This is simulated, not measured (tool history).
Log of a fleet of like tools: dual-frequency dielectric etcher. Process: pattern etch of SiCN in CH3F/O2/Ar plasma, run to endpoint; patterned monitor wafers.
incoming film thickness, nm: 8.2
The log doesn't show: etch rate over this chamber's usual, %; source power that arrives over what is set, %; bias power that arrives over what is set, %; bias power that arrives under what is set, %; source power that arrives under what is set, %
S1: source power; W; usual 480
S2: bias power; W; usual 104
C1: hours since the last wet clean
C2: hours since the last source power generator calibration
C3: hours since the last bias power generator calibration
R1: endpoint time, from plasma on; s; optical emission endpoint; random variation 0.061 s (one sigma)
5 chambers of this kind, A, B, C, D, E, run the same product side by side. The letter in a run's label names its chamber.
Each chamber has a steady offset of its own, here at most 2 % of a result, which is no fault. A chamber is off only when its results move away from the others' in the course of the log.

run 1E day=0.167 | S1=480 S2=104 | C1=125.5 C2=1553.3 C3=849.1 | R1=17.81
run 2C day=0.3 | S1=480 S2=104 | C1=451.8 C2=2297.1 C3=225.1 | R1=17.574
run 3D day=0.467 | S1=480 S2=104 | C1=205 C2=545.4 C3=3636.3 | R1=17.944
run 4B day=0.671 | S1=480 S2=104 | C1=402.6 C2=2912.4 C3=262.1 | R1=18.076
run 5A day=0.888 | S1=480 S2=104 | C1=40 C2=1698.1 C3=82.2 | R1=18.001
run 6B day=1.046 | S1=480 S2=104 | C1=411.6 C2=2921.4 C3=271.1 | R1=18.081
run 7C day=1.262 | S1=480 S2=104 | C1=474.9 C2=2320.2 C3=248.2 | R1=17.661
run 8D day=1.512 | S1=480 S2=104 | C1=230.1 C2=570.5 C3=3661.4 | R1=17.942
run 9A day=1.688 | S1=480 S2=104 | C1=59.2 C2=1717.3 C3=101.4 | R1=17.983
-- day=1.696 chamber A: source power generator calibrated
-- day=1.817 chamber C: wet clean of the chamber
run 10E day=1.938 | S1=480 S2=104 | C1=168 C2=1595.8 C3=891.6 | R1=17.776
run 11A day=2.171 | S1=480 S2=104 | C1=70.8 C2=11.5 C3=113 | R1=17.96
run 12E day=2.4 | S1=480 S2=104 | C1=179.1 C2=1606.9 C3=902.7 | R1=17.742
run 13C day=2.633 | S1=480 S2=104 | C1=19.7 C2=2353.1 C3=281.1 | R1=17.728
run 14D day=2.804 | S1=480 S2=104 | C1=261.1 C2=601.5 C3=3692.4 | R1=18.001
run 15B day=2.942 | S1=520 S2=104 | C1=457.1 C2=2966.9 C3=316.6 | R1=17.622
run 16A day=3.146 | S1=520 S2=104 | C1=94.2 C2=34.9 C3=136.4 | R1=17.414
run 17D day=3.275 | S1=520 S2=104 | C1=272.4 C2=612.8 C3=3703.7 | R1=17.473
run 18E day=3.417 | S1=520 S2=104 | C1=203.5 C2=1631.3 C3=927.1 | R1=17.307
run 19B day=3.621 | S1=520 S2=104 | C1=473.4 C2=2983.2 C3=332.9 | R1=17.653
run 20C day=3.812 | S1=560 S2=104 | C1=48 C2=2381.4 C3=309.4 | R1=16.591
run 21A day=4.067 | S1=560 S2=104 | C1=116.3 C2=57 C3=158.5 | R1=16.957
run 22E day=4.267 | S1=560 S2=104 | C1=223.9 C2=1651.7 C3=947.5 | R1=16.792
run 23C day=4.404 | S1=560 S2=104 | C1=62.2 C2=2395.6 C3=323.6 | R1=16.537
run 24B day=4.592 | S1=560 S2=104 | C1=496.7 C2=3006.5 C3=356.2 | R1=17.139
run 25D day=4.767 | S1=480 S2=104 | C1=308.2 C2=648.6 C3=3739.5 | R1=18.01
run 26B day=4.95 | S1=480 S2=104 | C1=505.3 C2=3015.1 C3=364.8 | R1=18.154
run 27E day=5.167 | S1=480 S2=104 | C1=245.5 C2=1673.3 C3=969.1 | R1=17.818
run 28A day=5.442 | S1=480 S2=104 | C1=149.3 C2=90 C3=191.5 | R1=17.853
run 29C day=5.642 | S1=480 S2=104 | C1=91.9 C2=2425.3 C3=353.3 | R1=17.694
run 30D day=5.842 | S1=480 S2=104 | C1=334 C2=674.4 C3=3765.3 | R1=17.923
run 31A day=6.004 | S1=480 S2=104 | C1=162.8 C2=103.5 C3=205 | R1=17.973
run 32D day=6.233 | S1=480 S2=104 | C1=343.4 C2=683.8 C3=3774.7 | R1=18.082
-- day=6.454 chamber B: wet clean of the chamber
run 33C day=6.454 | S1=480 S2=104 | C1=111.4 C2=2444.8 C3=372.8 | R1=17.697
run 34B day=6.658 | S1=480 S2=104 | C1=5 C2=3056.1 C3=405.8 | R1=18.193
run 35E day=6.796 | S1=480 S2=104 | C1=284.6 C2=1712.4 C3=1008.2 | R1=17.755
run 36C day=6.925 | S1=520 S2=104 | C1=122.7 C2=2456.1 C3=384.1 | R1=17.128
run 37A day=7.096 | S1=520 S2=104 | C1=189 C2=129.7 C3=231.2 | R1=17.338
run 38D day=7.321 | S1=520 S2=104 | C1=369.5 C2=709.9 C3=3800.8 | R1=17.457
run 39B day=7.479 | S1=520 S2=104 | C1=24.7 C2=3075.8 C3=425.5 | R1=17.614
run 40E day=7.704 | S1=520 S2=104 | C1=306.4 C2=1734.2 C3=1030 | R1=17.312
run 41C day=7.942 | S1=480 S2=104 | C1=147.1 C2=2480.5 C3=408.5 | R1=17.667
run 42E day=8.129 | S1=480 S2=104 | C1=316.6 C2=1744.4 C3=1040.2 | R1=17.699
run 43B day=8.258 | S1=480 S2=104 | C1=43.4 C2=3094.5 C3=444.2 | R1=18.179
run 44D day=8.479 | S1=480 S2=104 | C1=397.3 C2=737.7 C3=3828.6 | R1=18.005

All 5 chambers run these settings next. Forecast each chamber's results:
run 45A day=8.679 | S1=480 S2=104 | R1=?
run 45B day=8.679 | S1=480 S2=104 | R1=?
run 45C day=8.679 | S1=480 S2=104 | R1=?
run 45D day=8.679 | S1=480 S2=104 | R1=?
run 45E day=8.679 | S1=480 S2=104 | R1=?

run=45A R1=18.029
run=45B R1=18.062
run=45C R1=17.717
run=45D R1=17.969
run=45E R1=17.69
